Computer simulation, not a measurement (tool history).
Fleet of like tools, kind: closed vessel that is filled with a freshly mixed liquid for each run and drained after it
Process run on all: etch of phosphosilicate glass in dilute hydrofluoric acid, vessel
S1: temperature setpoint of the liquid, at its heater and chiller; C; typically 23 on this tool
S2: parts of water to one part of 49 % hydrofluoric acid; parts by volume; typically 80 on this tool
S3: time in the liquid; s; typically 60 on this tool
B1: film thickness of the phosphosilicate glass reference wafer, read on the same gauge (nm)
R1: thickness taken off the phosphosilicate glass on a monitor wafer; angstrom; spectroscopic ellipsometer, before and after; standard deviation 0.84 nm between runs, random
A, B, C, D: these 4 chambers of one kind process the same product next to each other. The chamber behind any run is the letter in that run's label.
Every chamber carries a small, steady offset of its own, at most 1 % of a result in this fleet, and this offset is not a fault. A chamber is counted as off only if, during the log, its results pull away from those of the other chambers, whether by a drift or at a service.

| run | hour | S1 | S2 | S3 | B1 | R1 |
|---|---|---|---|---|---|---|
| 1B | 2.4 | 23 | 80 | 60 | 69.995 | 1422.6 |
| 2C | 6.4 | 23 | 80 | 60 | 70.027 | 1423.4 |
| 3D | 10.5 | 23 | 80 | 60 | 70.025 | 1421.9 |
| 4A | 13.1 | 23 | 80 | 60 | 69.987 | 1416.5 |
| 5C | 15.1 | 23 | 80 | 60 | 69.939 | 1416.7 |
| 6D | 18.9 | 23 | 80 | 60 | 70 | 1407.1 |
| 7B | 22.9 | 23 | 80 | 60 | 70.012 | 1418.5 |
| 8A | 25.9 | 23 | 100 | 80 | 69.98 | 1479.7 |
|  | 27.4 | chamber D: hydrofluoric acid flow meter replaced |
| 9D | 28.6 | 23 | 100 | 80 | 69.975 | 1467.4 |
| 10C | 31.3 | 23 | 100 | 80 | 69.978 | 1490.1 |
| 11B | 35.2 | 23 | 100 | 80 | 70.006 | 1473.2 |
| 12A | 38.2 | 28 | 55 | 60 | 70.021 | 2587.8 |
| 13A | 40.4 | 28 | 55 | 60 | 70.013 | 2595.2 |
| 14B | 44.6 | 28 | 55 | 60 | 69.942 | 2636.1 |
| 15D | 48.5 | 28 | 55 | 60 | 70.03 | 2582.8 |
| 16C | 52.2 | 23 | 80 | 60 | 70.031 | 1426.5 |
| 17C | 56.4 | 23 | 80 | 60 | 70.052 | 1426.3 |
| 18A | 58.5 | 23 | 80 | 60 | 70.032 | 1380.3 |
| 19D | 62.1 | 23 | 80 | 60 | 70.04 | 1412.7 |
| 20B | 65.1 | 23 | 80 | 60 | 69.986 | 1415.5 |
| 21B | 68.3 | 23 | 80 | 60 | 70 | 1419.7 |
| 22C | 72.5 | 23 | 80 | 60 | 69.985 | 1421.3 |
| 23D | 76 | 23 | 80 | 60 | 70.008 | 1413.4 |
| 24A | 79 | 23 | 80 | 60 | 69.988 | 1356.5 |

Read the log: is a single chamber off, either drifting away or since a service, is the gauge that measures every chamber drifting, or is nothing wrong beyond small per-chamber offsets? Name any odd chamber and what most likely caused it.

Chamber A drifts away from the others.
What lies behind it: hydrofluoric acid flow below the setpoint (%) = 4.08.
The log might look much the same if the cause were instead: liquid colder than its thermometer reads (K).

Here are 4 candidates for chamber A's next run, each the usual settings with a change, their results left as question marks. Which one brings its results back in line with what the others give on the usual settings?
In-line tolerance around the mean of the other chambers on the usual settings: R1 29 angstrom
| 25A-1 | 82.1 | 21 | 80 | 60 |  | ? |
| 25A-2 | 82.1 | 23 | 75 | 60 |  | ? |
| 25A-3 | 82.1 | 22 | 80 | 60 |  | ? |
| 25A-4 | 82.1 | 24 | 80 | 60 |  | ? |

The mean the other chambers reach with the usual settings: R1 1416.3 angstrom
| run | R1 |
|---|---|
| 25A-1 | 1256.3 |
| 25A-2 | 1463.2 |
| 25A-3 | 1308.3 |
| 25A-4 | 1416.3 |
The answer is 25A-4, which returns the chamber to within the allowed miss of the others.
